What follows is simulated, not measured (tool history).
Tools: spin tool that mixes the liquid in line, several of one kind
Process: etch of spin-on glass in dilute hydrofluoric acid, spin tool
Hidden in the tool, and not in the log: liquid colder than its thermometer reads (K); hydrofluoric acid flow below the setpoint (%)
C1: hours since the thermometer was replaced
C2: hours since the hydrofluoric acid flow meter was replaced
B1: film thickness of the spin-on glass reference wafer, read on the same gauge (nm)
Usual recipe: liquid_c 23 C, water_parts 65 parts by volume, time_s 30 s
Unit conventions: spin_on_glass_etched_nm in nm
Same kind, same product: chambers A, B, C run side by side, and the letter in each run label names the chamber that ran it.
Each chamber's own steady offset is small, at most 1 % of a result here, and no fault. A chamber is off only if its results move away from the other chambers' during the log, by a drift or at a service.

Run 1A, hour 4.6: usual settings; C1 194.4; C2 196.5; B1 119.98. Result: spin_on_glass_etched_nm 20.243 nm.
Run 2B, hour 11: usual settings; C1 48.9; C2 556; B1 120.01. Result: spin_on_glass_etched_nm 20.409 nm.
Run 3C, hour 16.7: usual settings; C1 412.9; C2 313.9; B1 120.01. Result: spin_on_glass_etched_nm 20.24 nm.
Run 4B, hour 22.4: usual settings; C1 60.3; C2 567.4; B1 119.94. Result: spin_on_glass_etched_nm 20.119 nm.
Run 5A, hour 31.3: usual settings but time_s 20 s; C1 221.1; C2 223.2; B1 119.97. Result: spin_on_glass_etched_nm 13.373 nm.
Run 6C, hour 40: usual settings but time_s 20 s; C1 436.2; C2 337.2; B1 120.05. Result: spin_on_glass_etched_nm 13.477 nm.
Run 7C, hour 48.2: usual settings but time_s 20 s; C1 444.4; C2 345.4; B1 120.02. Result: spin_on_glass_etched_nm 13.459 nm.
Run 8B, hour 52.7: usual settings; C1 90.6; C2 597.7; B1 119.96. Result: spin_on_glass_etched_nm 20.164 nm.
Run 9A, hour 57: usual settings; C1 246.8; C2 248.9; B1 120.01. Result: spin_on_glass_etched_nm 19.889 nm.
Run 10C, hour 64.5: usual settings; C1 460.7; C2 361.7; B1 120.02. Result: spin_on_glass_etched_nm 20.116 nm.
Run 11A, hour 73: usual settings; C1 262.8; C2 264.9; B1 120.01. Result: spin_on_glass_etched_nm 19.829 nm.
Run 12B, hour 77.1: usual settings; C1 115; C2 622.1; B1 119.99. Result: spin_on_glass_etched_nm 20.348 nm.
Run 13B, hour 85.2: usual settings; C1 123.1; C2 630.2; B1 119.98. Result: spin_on_glass_etched_nm 20.273 nm.
Run 14C, hour 91.7: usual settings; C1 487.9; C2 388.9; B1 120.01. Result: spin_on_glass_etched_nm 20.167 nm.
Run 15A, hour 100.1: usual settings; C1 289.9; C2 292; B1 120.01. Result: spin_on_glass_etched_nm 19.714 nm.
Run 16C, hour 108.1: usual settings; C1 504.3; C2 405.3; B1 120.02. Result: spin_on_glass_etched_nm 20.276 nm.
Run 17A, hour 113.3: usual settings but water_parts 90 parts by volume, time_s 50 s; C1 303.1; C2 305.2; B1 120.02. Result: spin_on_glass_etched_nm 22.759 nm.
Run 18B, hour 117.7: usual settings but water_parts 90 parts by volume, time_s 50 s; C1 155.6; C2 662.7; B1 120.04. Result: spin_on_glass_etched_nm 23.566 nm.
Run 19B, hour 123: usual settings but water_parts 90 parts by volume, time_s 50 s; C1 160.9; C2 668; B1 120.03. Result: spin_on_glass_etched_nm 23.682 nm.
Run 20A, hour 130.8: usual settings; C1 320.6; C2 322.7; B1 120. Result: spin_on_glass_etched_nm 19.397 nm.
Run 21C, hour 136.9: usual settings; C1 533.1; C2 434.1; B1 119.99. Result: spin_on_glass_etched_nm 20.191 nm.
Run 22C, hour 141.2: usual settings; C1 537.4; C2 438.4; B1 119.96. Result: spin_on_glass_etched_nm 20.408 nm.
Run 23B, hour 147: usual settings; C1 184.9; C2 692; B1 120. Result: spin_on_glass_etched_nm 20.331 nm.

Decide between three cases: one chamber stands off from its peers, the gauge reading all wafers drifts, or nothing is wrong past each chamber's small offset. Where a chamber is off, say which and what most likely put it there.

It is chamber A that slowly wanders off from its peers.
Cause: liquid colder than its thermometer reads (K) = 1.48.
With only this log, it may be confused with: hydrofluoric acid flow below the setpoint (%).

Below are 4 candidate recipes for chamber A's next run, each the usual settings with a change, their results shown as question marks. Which of them brings A's results back in line with what the other chambers give on the usual settings?
In line means no further than this from the other chambers' mean on the usual settings: spin_on_glass_etched_nm 0.33 nm
Run 24A-1, hour 153.6: usual settings but liquid_c 24.5 C. Result: spin_on_glass_etched_nm ?.
Run 24A-2, hour 153.6: usual settings but liquid_c 22.5 C. Result: spin_on_glass_etched_nm ?.
Run 24A-3, hour 153.6: usual settings but liquid_c 23.5 C. Result: spin_on_glass_etched_nm ?.
Run 24A-4, hour 153.6: usual settings but liquid_c 21.5 C. Result: spin_on_glass_etched_nm ?.

Usual-settings mean across the other chambers: spin_on_glass_etched_nm 20.219 nm
  run  spin_on_glass_etched_nm
24A-1                   20.379
24A-2                   18.785
24A-3                   19.565
24A-4                   18.022
24A-1 puts the chamber back in line with the other chambers.
